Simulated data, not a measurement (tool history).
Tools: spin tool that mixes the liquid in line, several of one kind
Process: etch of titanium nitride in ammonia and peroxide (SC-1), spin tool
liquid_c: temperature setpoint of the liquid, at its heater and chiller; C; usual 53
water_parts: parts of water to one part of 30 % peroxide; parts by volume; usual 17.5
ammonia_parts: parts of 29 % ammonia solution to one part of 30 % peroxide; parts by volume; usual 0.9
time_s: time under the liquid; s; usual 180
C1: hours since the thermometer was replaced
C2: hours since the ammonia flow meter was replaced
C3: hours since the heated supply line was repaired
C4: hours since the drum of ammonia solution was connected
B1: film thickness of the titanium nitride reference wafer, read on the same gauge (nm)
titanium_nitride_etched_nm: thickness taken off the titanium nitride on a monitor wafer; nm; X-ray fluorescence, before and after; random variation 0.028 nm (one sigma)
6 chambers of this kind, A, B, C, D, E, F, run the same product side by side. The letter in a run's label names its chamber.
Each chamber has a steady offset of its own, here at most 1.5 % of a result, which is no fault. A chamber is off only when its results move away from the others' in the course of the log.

run 1A day=0.508 | liquid_c=53 water_parts=17.5 ammonia_parts=0.9 time_s=180 | C1=1254.2 C2=28.3 C3=1444.4 C4=180.9 | B1=89.971 | titanium_nitride_etched_nm=6.7279
run 2B day=0.946 | liquid_c=53 water_parts=17.5 ammonia_parts=0.9 time_s=180 | C1=423.3 C2=1230 C3=1537.9 C4=228.9 | B1=89.989 | titanium_nitride_etched_nm=6.7313
run 3E day=1.3 | liquid_c=53 water_parts=17.5 ammonia_parts=0.9 time_s=180 | C1=819.2 C2=735.4 C3=1067 C4=127.4 | B1=90.007 | titanium_nitride_etched_nm=6.6882
run 4D day=1.688 | liquid_c=53 water_parts=17.5 ammonia_parts=0.9 time_s=180 | C1=239.7 C2=559.4 C3=914.5 C4=168 | B1=90 | titanium_nitride_etched_nm=6.697
run 5F day=2.188 | liquid_c=53 water_parts=17.5 ammonia_parts=0.9 time_s=180 | C1=1636.2 C2=1005.1 C3=2468.2 C4=309.2 | B1=89.962 | titanium_nitride_etched_nm=6.7955
run 6C day=2.554 | liquid_c=53 water_parts=17.5 ammonia_parts=0.9 time_s=180 | C1=550.9 C2=222.4 C3=609.1 C4=594.9 | B1=89.972 | titanium_nitride_etched_nm=6.6995
run 7E day=2.858 | liquid_c=53 water_parts=17.5 ammonia_parts=0.9 time_s=180 | C1=856.6 C2=772.8 C3=1104.4 C4=164.8 | B1=89.997 | titanium_nitride_etched_nm=6.7602
-- day=2.921 chamber E: thermometer replaced
run 8B day=3.35 | liquid_c=53 water_parts=17.5 ammonia_parts=0.9 time_s=180 | C1=481 C2=1287.7 C3=1595.6 C4=286.6 | B1=90.026 | titanium_nitride_etched_nm=6.7643
run 9F day=3.733 | liquid_c=53 water_parts=17.5 ammonia_parts=0.9 time_s=180 | C1=1673.3 C2=1042.2 C3=2505.3 C4=346.3 | B1=90.009 | titanium_nitride_etched_nm=6.7504
-- day=3.804 chamber B: thermometer replaced
-- day=4.079 chamber A: thermometer replaced
run 10C day=4.288 | liquid_c=53 water_parts=17.5 ammonia_parts=0.9 time_s=180 | C1=592.5 C2=264 C3=650.7 C4=636.5 | B1=90.007 | titanium_nitride_etched_nm=6.7376
run 11A day=4.579 | liquid_c=53 water_parts=17.5 ammonia_parts=0.9 time_s=235 | C1=12 C2=126 C3=1542.1 C4=278.6 | B1=90.012 | titanium_nitride_etched_nm=8.7237
run 12D day=5.079 | liquid_c=53 water_parts=17.5 ammonia_parts=0.9 time_s=235 | C1=321.1 C2=640.8 C3=995.9 C4=249.4 | B1=90.036 | titanium_nitride_etched_nm=8.7545
run 13E day=5.546 | liquid_c=53 water_parts=17.5 ammonia_parts=0.9 time_s=235 | C1=63.1 C2=837.3 C3=1168.9 C4=229.3 | B1=89.98 | titanium_nitride_etched_nm=8.7722
run 14F day=5.971 | liquid_c=53 water_parts=17.5 ammonia_parts=0.9 time_s=235 | C1=1727 C2=1095.9 C3=2559 C4=400 | B1=90.044 | titanium_nitride_etched_nm=8.8523
run 15A day=6.308 | liquid_c=53 water_parts=17.5 ammonia_parts=0.9 time_s=235 | C1=53.5 C2=167.5 C3=1583.6 C4=320.1 | B1=89.981 | titanium_nitride_etched_nm=8.7454
run 16B day=6.633 | liquid_c=53 water_parts=17.5 ammonia_parts=0.9 time_s=235 | C1=68 C2=1366.5 C3=1674.4 C4=365.4 | B1=89.974 | titanium_nitride_etched_nm=8.7627
-- day=6.738 chamber E: new drum of ammonia solution connected
run 17D day=7.108 | liquid_c=53 water_parts=17.5 ammonia_parts=0.9 time_s=180 | C1=369.8 C2=689.5 C3=1044.6 C4=298.1 | B1=90.031 | titanium_nitride_etched_nm=6.6807
-- day=7.217 chamber F: new drum of ammonia solution connected
-- day=7.425 chamber A: new drum of ammonia solution connected
run 18C day=7.525 | liquid_c=53 water_parts=17.5 ammonia_parts=0.9 time_s=180 | C1=670.2 C2=341.7 C3=728.4 C4=714.2 | B1=90.006 | titanium_nitride_etched_nm=6.7103
run 19F day=8.017 | liquid_c=53 water_parts=17.5 ammonia_parts=0.9 time_s=180 | C1=1776.1 C2=1145 C3=2608.1 C4=19.2 | B1=90.005 | titanium_nitride_etched_nm=6.7401
run 20E day=8.592 | liquid_c=47 water_parts=17.5 ammonia_parts=0.9 time_s=145 | C1=136.2 C2=910.4 C3=1242 C4=44.6 | B1=89.991 | titanium_nitride_etched_nm=3.5974
-- day=8.612 chamber F: ammonia flow meter replaced
run 21B day=8.971 | liquid_c=47 water_parts=17.5 ammonia_parts=0.9 time_s=145 | C1=124.1 C2=1422.6 C3=1730.5 C4=421.5 | B1=90.045 | titanium_nitride_etched_nm=3.5911
run 22D day=9.521 | liquid_c=47 water_parts=17.5 ammonia_parts=0.9 time_s=145 | C1=427.7 C2=747.4 C3=1102.5 C4=356 | B1=89.988 | titanium_nitride_etched_nm=3.511
-- day=9.708 chamber C: thermometer replaced
run 23C day=9.871 | liquid_c=47 water_parts=17.5 ammonia_parts=0.9 time_s=145 | C1=3.9 C2=398 C3=784.7 C4=770.5 | B1=89.979 | titanium_nitride_etched_nm=3.6044
run 24A day=10.188 | liquid_c=47 water_parts=17.5 ammonia_parts=0.9 time_s=145 | C1=146.6 C2=260.6 C3=1676.7 C4=66.4 | B1=90.038 | titanium_nitride_etched_nm=3.5982
run 25C day=10.467 | liquid_c=47 water_parts=17.5 ammonia_parts=0.9 time_s=145 | C1=18.2 C2=412.3 C3=799 C4=784.8 | B1=89.988 | titanium_nitride_etched_nm=3.61
-- day=10.579 chamber D: ammonia flow meter replaced
run 26F day=10.925 | liquid_c=53 water_parts=17.5 ammonia_parts=0.9 time_s=180 | C1=1845.9 C2=55.6 C3=2677.9 C4=89 | B1=89.986 | titanium_nitride_etched_nm=6.8021
run 27D day=11.242 | liquid_c=53 water_parts=17.5 ammonia_parts=0.9 time_s=180 | C1=469 C2=15.9 C3=1143.8 C4=397.3 | B1=90.001 | titanium_nitride_etched_nm=6.5905
-- day=11.442 chamber C: new drum of ammonia solution connected
run 28E day=11.788 | liquid_c=53 water_parts=17.5 ammonia_parts=0.9 time_s=180 | C1=212.9 C2=987.1 C3=1318.7 C4=121.3 | B1=89.989 | titanium_nitride_etched_nm=6.708
run 29B day=12.325 | liquid_c=53 water_parts=17.5 ammonia_parts=0.9 time_s=180 | C1=204.6 C2=1503.1 C3=1811 C4=502 | B1=89.951 | titanium_nitride_etched_nm=6.7268
run 30A day=12.671 | liquid_c=53 water_parts=17.5 ammonia_parts=0.9 time_s=180 | C1=206.2 C2=320.2 C3=1736.3 C4=126 | B1=89.968 | titanium_nitride_etched_nm=6.8064
run 31F day=13.088 | liquid_c=53 water_parts=17.5 ammonia_parts=0.9 time_s=180 | C1=1897.8 C2=107.5 C3=2729.8 C4=140.9 | B1=90.039 | titanium_nitride_etched_nm=6.7851
run 32A day=13.45 | liquid_c=53 water_parts=17.5 ammonia_parts=0.55 time_s=250 | C1=224.9 C2=338.9 C3=1755 C4=144.7 | B1=90.009 | titanium_nitride_etched_nm=8.6443
run 33E day=13.833 | liquid_c=53 water_parts=17.5 ammonia_parts=0.55 time_s=250 | C1=262 C2=1036.2 C3=1367.8 C4=170.4 | B1=90.032 | titanium_nitride_etched_nm=8.5621
run 34B day=14.379 | liquid_c=53 water_parts=17.5 ammonia_parts=0.55 time_s=250 | C1=253.9 C2=1552.4 C3=1860.3 C4=551.3 | B1=90.013 | titanium_nitride_etched_nm=8.5694
run 35D day=14.8 | liquid_c=53 water_parts=17.5 ammonia_parts=0.55 time_s=250 | C1=554.4 C2=101.3 C3=1229.2 C4=482.7 | B1=90.027 | titanium_nitride_etched_nm=8.3507
run 36C day=15.125 | liquid_c=53 water_parts=17.5 ammonia_parts=0.55 time_s=250 | C1=130 C2=524.1 C3=910.8 C4=88.4 | B1=89.987 | titanium_nitride_etched_nm=8.6218
run 37F day=15.558 | liquid_c=53 water_parts=17.5 ammonia_parts=0.55 time_s=250 | C1=1957.1 C2=166.8 C3=2789.1 C4=200.2 | B1=90.018 | titanium_nitride_etched_nm=8.6547
run 38A day=16.112 | liquid_c=53 water_parts=17.5 ammonia_parts=0.9 time_s=180 | C1=288.8 C2=402.8 C3=1818.9 C4=208.6 | B1=90.046 | titanium_nitride_etched_nm=6.766
-- day=16.225 chamber E: new drum of ammonia solution connected
run 39E day=16.542 | liquid_c=56 water_parts=17.5 ammonia_parts=0.9 time_s=225 | C1=327 C2=1101.2 C3=1432.8 C4=7.6 | B1=90.024 | titanium_nitride_etched_nm=10.271
run 40C day=16.979 | liquid_c=56 water_parts=17.5 ammonia_parts=0.9 time_s=225 | C1=174.5 C2=568.6 C3=955.3 C4=132.9 | B1=90.021 | titanium_nitride_etched_nm=10.324
run 41D day=17.417 | liquid_c=56 water_parts=17.5 ammonia_parts=0.9 time_s=225 | C1=617.2 C2=164.1 C3=1292 C4=545.5 | B1=89.967 | titanium_nitride_etched_nm=9.9798
run 42B day=17.754 | liquid_c=56 water_parts=17.5 ammonia_parts=0.9 time_s=225 | C1=334.9 C2=1633.4 C3=1941.3 C4=632.3 | B1=90.027 | titanium_nitride_etched_nm=10.362

What goes on in this fleet: one chamber off, a drifting gauge, or nothing beyond the chambers' own small offsets? Name the chamber and the cause, if any.

Chamber D drifts away from the others.
Cause: temperature lost on the way to the wafer (K) = 0.452.
The log may not tell that from: liquid colder than its thermometer reads (K).

Here are 4 candidates for chamber D's next run, each the usual settings with a change, their results left as question marks. Which one brings its results back in line with what the others give on the usual settings?
In line means no further than this from the other chambers' mean on the usual settings: titanium_nitride_etched_nm 0.098 nm
run 43D-1 day=18.171 | liquid_c=53 water_parts=17 ammonia_parts=0.9 time_s=185 | titanium_nitride_etched_nm=?
run 43D-2 day=18.171 | liquid_c=53 water_parts=18 ammonia_parts=0.9 time_s=180 | titanium_nitride_etched_nm=?
run 43D-3 day=18.171 | liquid_c=52.5 water_parts=17.5 ammonia_parts=0.9 time_s=180 | titanium_nitride_etched_nm=?
run 43D-4 day=18.171 | liquid_c=53 water_parts=17.5 ammonia_parts=0.95 time_s=180 | titanium_nitride_etched_nm=?

The other chambers' mean on the usual settings: titanium_nitride_etched_nm 6.7377 nm
run=43D-1 titanium_nitride_etched_nm=6.762
run=43D-2 titanium_nitride_etched_nm=6.3818
run=43D-3 titanium_nitride_etched_nm=6.2597
run=43D-4 titanium_nitride_etched_nm=6.5383
43D-1 brings the chamber back in line.
